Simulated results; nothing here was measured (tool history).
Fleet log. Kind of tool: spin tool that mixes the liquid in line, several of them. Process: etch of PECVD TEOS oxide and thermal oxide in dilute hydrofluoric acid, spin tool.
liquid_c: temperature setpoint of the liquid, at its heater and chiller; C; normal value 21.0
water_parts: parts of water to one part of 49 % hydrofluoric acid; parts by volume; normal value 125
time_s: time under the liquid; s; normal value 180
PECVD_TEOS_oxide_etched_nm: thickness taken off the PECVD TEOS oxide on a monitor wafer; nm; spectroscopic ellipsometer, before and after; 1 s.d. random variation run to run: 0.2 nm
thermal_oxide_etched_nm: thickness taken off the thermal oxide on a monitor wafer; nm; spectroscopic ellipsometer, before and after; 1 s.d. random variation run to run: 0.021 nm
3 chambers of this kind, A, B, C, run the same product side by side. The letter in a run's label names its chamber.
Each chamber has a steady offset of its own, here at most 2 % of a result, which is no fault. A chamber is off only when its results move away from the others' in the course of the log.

run	hour	liquid_c	water_parts	time_s	hours since the thermometer was replaced	hours since the hydrofluoric acid flow meter was replaced	read-back film thickness of the PECVD TEOS oxide reference wafer, read on the same gauge (nm)	read-back film thickness of the thermal oxide reference wafer, read on the same gauge (nm)	PECVD_TEOS_oxide_etched_nm	thermal_oxide_etched_nm
1B	12.1	21.0	125	180	226.5	610.7	129.99	60.012	20.804	5.8677
2A	20.6	21.0	125	180	551.9	883.4	129.98	60.020	21.391	5.9277
3C	32.9	21.0	125	180	518.1	104.9	130.02	60.000	20.832	5.8059
4A	43.7	21.0	125	180	575.0	906.5	129.99	60.012	21.256	5.9579
5B	57.3	21.0	125	180	271.7	655.9	129.97	59.990	21.062	5.8612
6C	66.6	23.5	180	180	551.8	138.6	130.01	60.006	15.048	4.1416
# hour 78.1: chamber B: hydrofluoric acid flow meter replaced
7B	79.5	23.5	180	180	293.9	1.5	129.96	60.002	14.791	4.2244
8A	91.1	23.5	180	180	622.4	953.9	129.99	60.005	15.243	4.3092
9C	100.2	21.0	125	180	585.4	172.2	130.03	59.991	21.056	5.8050
10C	113.8	21.0	125	180	599.0	185.8	129.98	60.024	21.445	5.8005
11A	122.4	21.0	125	180	653.7	985.2	130.00	59.996	21.598	5.9081
12B	138.2	21.0	125	180	352.6	60.2	130.01	59.997	21.059	5.8552
13A	152.2	21.0	125	180	683.5	1015.0	130.02	59.997	21.349	5.9171
14B	163.9	21.0	125	180	378.3	85.9	130.03	59.988	21.152	5.8381
15C	173.7	21.0	125	180	658.9	245.7	130.02	60.023	21.369	5.7956
16A	184.3	21.0	75	180	715.6	1047.1	130.01	60.005	37.786	10.3180
17C	196.8	21.0	75	180	682.0	268.8	129.96	59.996	37.389	10.3060
18B	210.7	21.0	75	180	425.1	132.7	130.00	60.009	36.330	10.3140
19B	218.4	24.5	125	180	432.8	140.4	130.01	59.984	23.898	6.6913
20A	226.9	24.5	125	180	758.2	1089.7	129.99	59.988	24.797	6.7789
21C	238.1	24.5	125	180	723.3	310.1	130.00	59.974	24.376	6.6584
22B	250.3	21.0	125	180	464.7	172.3	130.04	60.021	20.851	5.8646
23C	261.6	21.0	125	180	746.8	333.6	130.00	59.964	21.066	5.7954
24A	268.8	21.0	125	180	800.1	1131.6	130.02	59.981	21.245	5.9571
25C	281.9	21.0	125	180	767.1	353.9	130.04	59.994	21.247	5.7945
26A	293.7	19.5	125	180	825.0	1156.5	129.99	60.040	20.000	5.5700
27B	306.0	19.5	125	180	520.4	228.0	129.98	60.000	19.534	5.5125
28B	314.8	19.5	125	180	529.2	236.8	129.98	60.001	19.655	5.4825
29A	327.0	21.0	125	180	858.3	1189.8	130.00	59.999	21.286	5.9114
30C	339.6	24.5	125	105	824.8	411.6	130.01	60.008	14.179	3.8768
31A	354.2	24.5	125	105	885.5	1217.0	130.06	60.006	14.352	3.9730

The same settings go to every chamber for the next run, one line per chamber below. Forecast the results for each:
32A	365.8	21.0	160	180					?	?
32B	365.8	21.0	160	180					?	?
32C	365.8	21.0	160	180					?	?

run	PECVD_TEOS_oxide_etched_nm	thermal_oxide_etched_nm
32A	16.231	4.4816
32B	15.742	4.4069
32C	15.574	4.3328
